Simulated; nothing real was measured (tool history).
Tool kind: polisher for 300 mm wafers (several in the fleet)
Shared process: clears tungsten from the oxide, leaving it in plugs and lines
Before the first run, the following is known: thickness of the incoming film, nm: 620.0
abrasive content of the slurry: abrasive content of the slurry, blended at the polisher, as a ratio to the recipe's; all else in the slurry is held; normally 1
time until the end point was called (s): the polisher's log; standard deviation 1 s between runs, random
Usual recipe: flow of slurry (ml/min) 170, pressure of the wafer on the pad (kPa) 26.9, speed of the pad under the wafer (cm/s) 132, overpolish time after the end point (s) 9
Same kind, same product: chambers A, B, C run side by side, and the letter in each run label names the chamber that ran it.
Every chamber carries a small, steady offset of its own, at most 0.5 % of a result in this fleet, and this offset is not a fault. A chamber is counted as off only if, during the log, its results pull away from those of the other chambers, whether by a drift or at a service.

run,hour,flow of slurry (ml/min),pressure of the wafer on the pad (kPa),speed of the pad under the wafer (cm/s),abrasive content of the slurry,overpolish time after the end point (s),time until the end point was called (s)
1C,4.3,170,26.9,132,1,9,89.791
2B,10.1,170,26.9,132,1,9,87.769
3A,14,170,26.9,132,1,9,90.141
# hour 18.5: chamber C: slurry tank refilled with fresh slurry and peroxide
4B,18.9,170,26.9,132,1,9,91.027
5C,24.8,170,26.9,132,1,9,89.49
# hour 25.1: chamber A: worn pad replaced by a new one
6A,27.6,170,26.9,132,1,9,89.915
7A,30.3,170,26.9,132,1,9,90.582
8B,33,170,26.9,132,1,9,92.519
9C,38.5,170,26.9,132,1,9,90.225
# hour 43: chamber B: slurry tank refilled with fresh slurry and peroxide
10A,43,170,26.9,132,1,9,89.916
11C,46.1,170,26.9,132,1,9,90.367
12B,52.1,170,26.9,132,1,9,90.141
13C,57.7,120,26.9,132,1,9,94.665
# hour 58.3: chamber A: slurry tank refilled with fresh slurry and peroxide
14A,60.8,120,26.9,132,1,9,95.935
15B,65.8,120,26.9,132,1,9,95.424
# hour 70.3: chamber C: slurry nozzle cleaned
16A,70.7,170,26.9,132,1,9,88.166
# hour 72.4: chamber C: head pressure recalibrated
# hour 73.8: chamber C: slurry tank refilled with fresh slurry and peroxide
17C,73.8,170,26.9,132,1,9,80.595
18B,76.5,170,26.9,132,1,9,88.908
# hour 81.6: chamber A: slurry blender recalibrated
19A,82.6,170,35.2,132,1,9,68.953
20B,86.9,170,35.2,132,1,9,69.622
21C,92.7,170,35.2,132,1,9,61.453
22C,97.9,170,26.9,132,1,9,80.643
# hour 100: chamber A: slurry nozzle cleaned
# hour 100.1: chamber C: slurry blender recalibrated
23B,102,170,26.9,132,1,9,91.16
24A,104.8,170,26.9,132,1,9,91.679
25A,109.4,170,26.9,132,1,9,92.515
# hour 114.7: chamber B: worn pad replaced by a new one
26C,115.1,170,26.9,132,1,9,80.186
# hour 115.4: chamber C: worn pad replaced by a new one
27B,118.8,170,26.9,132,1,9,91.122
28C,124.1,170,34.5,132,1,6,63.031
# hour 125.7: chamber C: slurry tank refilled with fresh slurry and peroxide
29B,126.9,170,34.5,132,1,6,69.804
# hour 131.6: chamber B: slurry blender recalibrated
30A,132.1,170,34.5,132,1,6,70.685
# hour 132.4: chamber B: slurry nozzle cleaned
31C,137.9,220,26.9,132,1,9,77.089
32B,141.6,220,26.9,132,1,9,85.743
33A,147.5,220,26.9,132,1,9,84.828
34A,153.1,170,26.9,132,1,9,88.376
35C,157.2,170,26.9,132,1,9,79.095
36B,162.7,170,26.9,132,1,9,89.641
37B,168.5,170,26.9,132,1,9,88.513
# hour 173.1: chamber A: worn pad replaced by a new one
38C,173.5,170,26.9,132,1,9,79.823
39A,177.6,170,26.9,132,1,9,90.686
# hour 181.2: chamber C: slurry tank refilled with fresh slurry and peroxide
40B,183.4,170,26.9,132,1,9,91.376
41A,189.4,170,26.9,132,1,9,92.292
42C,193.3,170,26.9,132,1,9,78.722
43B,197.9,170,26.9,132,1,9,89.555
44A,201,170,26.9,132,1,9,90.257

Does one chamber stand apart from the rest, does the shared gauge drift, or is all well apart from small per-chamber offsets? Give the chamber and the most likely cause, where there is one.

Chamber C came out of a service off from its peers and stayed that way.
Most likely cause: head's pressure above its setpoint, % = 11.7.

Which of the 4 candidates below, each the usual settings with something changed and its results left as question marks, puts chamber C back in line with what the other chambers give on the usual settings?
In line means no further than this from the other chambers' mean on the usual settings: time until the end point was called (s) 3.6
45C-1,205.5,170,26.2,130,1,9,?
45C-2,205.5,170,26.9,136,1,9,?
45C-3,205.5,170,25.5,124,1,9,?
45C-4,205.5,175,26.9,146,1,9,?

The mean the other chambers reach with the usual settings: time until the end point was called (s) 90.176
run,time until the end point was called (s)
45C-1,84.214
45C-2,78.42
45C-3,90.694
45C-4,72.736
With 45C-3, the chamber falls back in line with the rest.
